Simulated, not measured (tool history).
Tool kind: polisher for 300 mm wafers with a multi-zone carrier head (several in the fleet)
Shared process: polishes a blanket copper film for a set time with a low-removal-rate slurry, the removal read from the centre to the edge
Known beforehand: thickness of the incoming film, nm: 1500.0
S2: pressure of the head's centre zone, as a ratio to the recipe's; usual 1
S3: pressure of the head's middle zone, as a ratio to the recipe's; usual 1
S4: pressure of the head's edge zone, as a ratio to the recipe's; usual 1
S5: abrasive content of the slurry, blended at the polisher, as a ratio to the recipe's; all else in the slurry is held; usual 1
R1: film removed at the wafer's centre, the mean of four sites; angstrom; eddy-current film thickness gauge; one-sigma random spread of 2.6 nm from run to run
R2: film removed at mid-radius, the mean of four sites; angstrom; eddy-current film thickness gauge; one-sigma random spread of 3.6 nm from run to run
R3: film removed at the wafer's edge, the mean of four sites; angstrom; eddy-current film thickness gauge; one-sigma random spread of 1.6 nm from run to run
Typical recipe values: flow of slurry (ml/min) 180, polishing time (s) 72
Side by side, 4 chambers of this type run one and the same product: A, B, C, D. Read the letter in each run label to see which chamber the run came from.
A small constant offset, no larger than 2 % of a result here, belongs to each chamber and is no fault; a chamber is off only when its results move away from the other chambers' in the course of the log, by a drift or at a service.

At day 0.038: chamber D: worn pad replaced by a new one.
Run 1A, day 0.242: usual settings. Result: R1 2497.8 angstrom, R2 2509.2 angstrom, R3 2481.8 angstrom.
Run 2C, day 0.5: usual settings. Result: R1 2461.3 angstrom, R2 2479.8 angstrom, R3 2445.7 angstrom.
Run 3B, day 0.833: usual settings. Result: R1 2466.3 angstrom, R2 2496.2 angstrom, R3 2473.1 angstrom.
Run 4D, day 1.188: usual settings. Result: R1 2429 angstrom, R2 2446.5 angstrom, R3 2443.9 angstrom.
Run 5C, day 1.392: usual settings but S2 1.1, polishing time (s) 86. Result: R1 3236.3 angstrom, R2 2953.8 angstrom, R3 2956.6 angstrom.
At day 1.575: chamber C: worn pad replaced by a new one.
Run 6B, day 1.604: usual settings but S2 1.1, polishing time (s) 86. Result: R1 3261.9 angstrom, R2 2988.5 angstrom, R3 2954.9 angstrom.
Run 7D, day 1.946: usual settings but S2 1.1, polishing time (s) 86. Result: R1 3192.6 angstrom, R2 2948.2 angstrom, R3 2906.3 angstrom.
Run 8A, day 2.317: usual settings but S2 1.1, polishing time (s) 86. Result: R1 3316.9 angstrom, R2 2919 angstrom, R3 2963.9 angstrom.
At day 2.342: chamber A: worn pad replaced by a new one.
At day 2.362: chamber D: worn pad replaced by a new one.
At day 2.554: chamber B: slurry nozzle cleaned.
Run 9B, day 2.558: usual settings. Result: R1 2456.3 angstrom, R2 2509.2 angstrom, R3 2494.2 angstrom.
Run 10D, day 2.925: usual settings. Result: R1 2438.4 angstrom, R2 2533.2 angstrom, R3 2443 angstrom.
Run 11A, day 3.271: usual settings but S4 0.95. Result: R1 2487.8 angstrom, R2 2451.8 angstrom, R3 2396.1 angstrom.
Run 12C, day 3.6: usual settings but S4 0.95. Result: R1 2450.1 angstrom, R2 2483.7 angstrom, R3 2413.4 angstrom.
Run 13D, day 3.904: usual settings but S4 0.95. Result: R1 2443.7 angstrom, R2 2445.4 angstrom, R3 2351.3 angstrom.
Run 14B, day 4.204: usual settings but S4 0.95. Result: R1 2464.4 angstrom, R2 2443.2 angstrom, R3 2394.5 angstrom.
Run 15A, day 4.471: usual settings. Result: R1 2527.9 angstrom, R2 2471.4 angstrom, R3 2461.5 angstrom.
At day 4.812: chamber A: slurry nozzle cleaned.
Run 16C, day 4.846: usual settings. Result: R1 2405.9 angstrom, R2 2486.5 angstrom, R3 2445.1 angstrom.
At day 5.025: chamber D: worn pad replaced by a new one.
Run 17D, day 5.146: usual settings. Result: R1 2435.7 angstrom, R2 2416.7 angstrom, R3 2426.5 angstrom.
Run 18C, day 5.442: usual settings. Result: R1 2439.3 angstrom, R2 2437.2 angstrom, R3 2466.6 angstrom.
Run 19A, day 5.646: usual settings but S3 0.91, polishing time (s) 86. Result: R1 3014.5 angstrom, R2 2772.8 angstrom, R3 2977.2 angstrom.
At day 5.667: chamber C: worn pad replaced by a new one.
Run 20B, day 5.933: usual settings but S3 0.91, polishing time (s) 86. Result: R1 2897.7 angstrom, R2 2704 angstrom, R3 2915.1 angstrom.
Run 21C, day 6.129: usual settings but S3 0.91, polishing time (s) 86. Result: R1 2924.5 angstrom, R2 2806.4 angstrom, R3 2984 angstrom.
At day 6.454: chamber B: edge zone pressure recalibrated.
Run 22D, day 6.5: usual settings but S3 0.91, polishing time (s) 86. Result: R1 2957.3 angstrom, R2 2706.9 angstrom, R3 2917.2 angstrom.
Run 23A, day 6.692: usual settings. Result: R1 2518.2 angstrom, R2 2507.8 angstrom, R3 2487.3 angstrom.
Run 24B, day 7.054: usual settings but flow of slurry (ml/min) 205, S5 0.85. Result: R1 2372 angstrom, R2 2383.7 angstrom, R3 2383.1 angstrom.
At day 7.183: chamber D: worn pad replaced by a new one.
Run 25C, day 7.346: usual settings but flow of slurry (ml/min) 205, S5 0.85. Result: R1 2440.8 angstrom, R2 2427.9 angstrom, R3 2426.2 angstrom.
At day 7.379: chamber A: worn pad replaced by a new one.
Run 26D, day 7.562: usual settings but flow of slurry (ml/min) 205, S5 0.85. Result: R1 2415.7 angstrom, R2 2363.8 angstrom, R3 2398.7 angstrom.
Run 27A, day 7.896: usual settings but flow of slurry (ml/min) 205, S5 0.85. Result: R1 2472.8 angstrom, R2 2482.1 angstrom, R3 2446.6 angstrom.
Run 28B, day 8.104: usual settings. Result: R1 2393.9 angstrom, R2 2363.3 angstrom, R3 2403.4 angstrom.
Run 29A, day 8.4: usual settings. Result: R1 2449 angstrom, R2 2404.9 angstrom, R3 2446.5 angstrom.
Run 30C, day 8.658: usual settings. Result: R1 2489.3 angstrom, R2 2446.5 angstrom, R3 2427.2 angstrom.
Run 31B, day 8.904: usual settings. Result: R1 2327.6 angstrom, R2 2333.2 angstrom, R3 2375.2 angstrom.
Run 32D, day 9.188: usual settings. Result: R1 2475.6 angstrom, R2 2466.9 angstrom, R3 2404 angstrom.
Run 33C, day 9.479: usual settings. Result: R1 2483.1 angstrom, R2 2501.3 angstrom, R3 2456.6 angstrom.
At day 9.683: chamber C: worn pad replaced by a new one.
Run 34B, day 9.758: usual settings. Result: R1 2350.6 angstrom, R2 2355.3 angstrom, R3 2332.7 angstrom.
At day 9.842: chamber A: centre zone pressure recalibrated.
At day 10.029: chamber D: worn pad replaced by a new one.
Run 35A, day 10.112: usual settings. Result: R1 2528.6 angstrom, R2 2453.8 angstrom, R3 2474.4 angstrom.
Run 36D, day 10.292: usual settings but S4 0.96, S5 0.8. Result: R1 2360.5 angstrom, R2 2354.9 angstrom, R3 2241 angstrom.
Run 37D, day 10.508: usual settings but S4 0.96, S5 0.8. Result: R1 2301.4 angstrom, R2 2416 angstrom, R3 2238.2 angstrom.
Run 38B, day 10.829: usual settings but S4 0.96, S5 0.8. Result: R1 2231.1 angstrom, R2 2229.1 angstrom, R3 2183.7 angstrom.
Run 39A, day 11.062: usual settings but S4 0.96, S5 0.8. Result: R1 2349.4 angstrom, R2 2323.3 angstrom, R3 2333.9 angstrom.
Run 40C, day 11.333: usual settings. Result: R1 2458.6 angstrom, R2 2539.6 angstrom, R3 2465.9 angstrom.
Run 41B, day 11.646: usual settings. Result: R1 2292.3 angstrom, R2 2377.7 angstrom, R3 2309.8 angstrom.
Run 42D, day 11.808: usual settings but S4 0.9. Result: R1 2437.4 angstrom, R2 2445 angstrom, R3 2289 angstrom.
Run 43C, day 12.088: usual settings but S4 0.9. Result: R1 2465.4 angstrom, R2 2475.9 angstrom, R3 2315.4 angstrom.
At day 12.388: chamber A: worn pad replaced by a new one.
Run 44A, day 12.421: usual settings but S4 0.9. Result: R1 2506.3 angstrom, R2 2513.8 angstrom, R3 2357.3 angstrom.

Predict what each chamber gives when all 4 of them run the settings below next.
Run 45A, day 12.692: usual settings but S5 0.9. Result: R1 ?, R2 ?, R3 ?.
Run 45B, day 12.692: usual settings but S5 0.9. Result: R1 ?, R2 ?, R3 ?.
Run 45C, day 12.692: usual settings but S5 0.9. Result: R1 ?, R2 ?, R3 ?.
Run 45D, day 12.692: usual settings but S5 0.9. Result: R1 ?, R2 ?, R3 ?.

run      R1      R2      R3
45A  2428.3  2422.4  2417.7
45B  2239.5  2233.9    2227
45C  2369.8  2443.9    2384
45D  2387.1  2369.3  2383.6
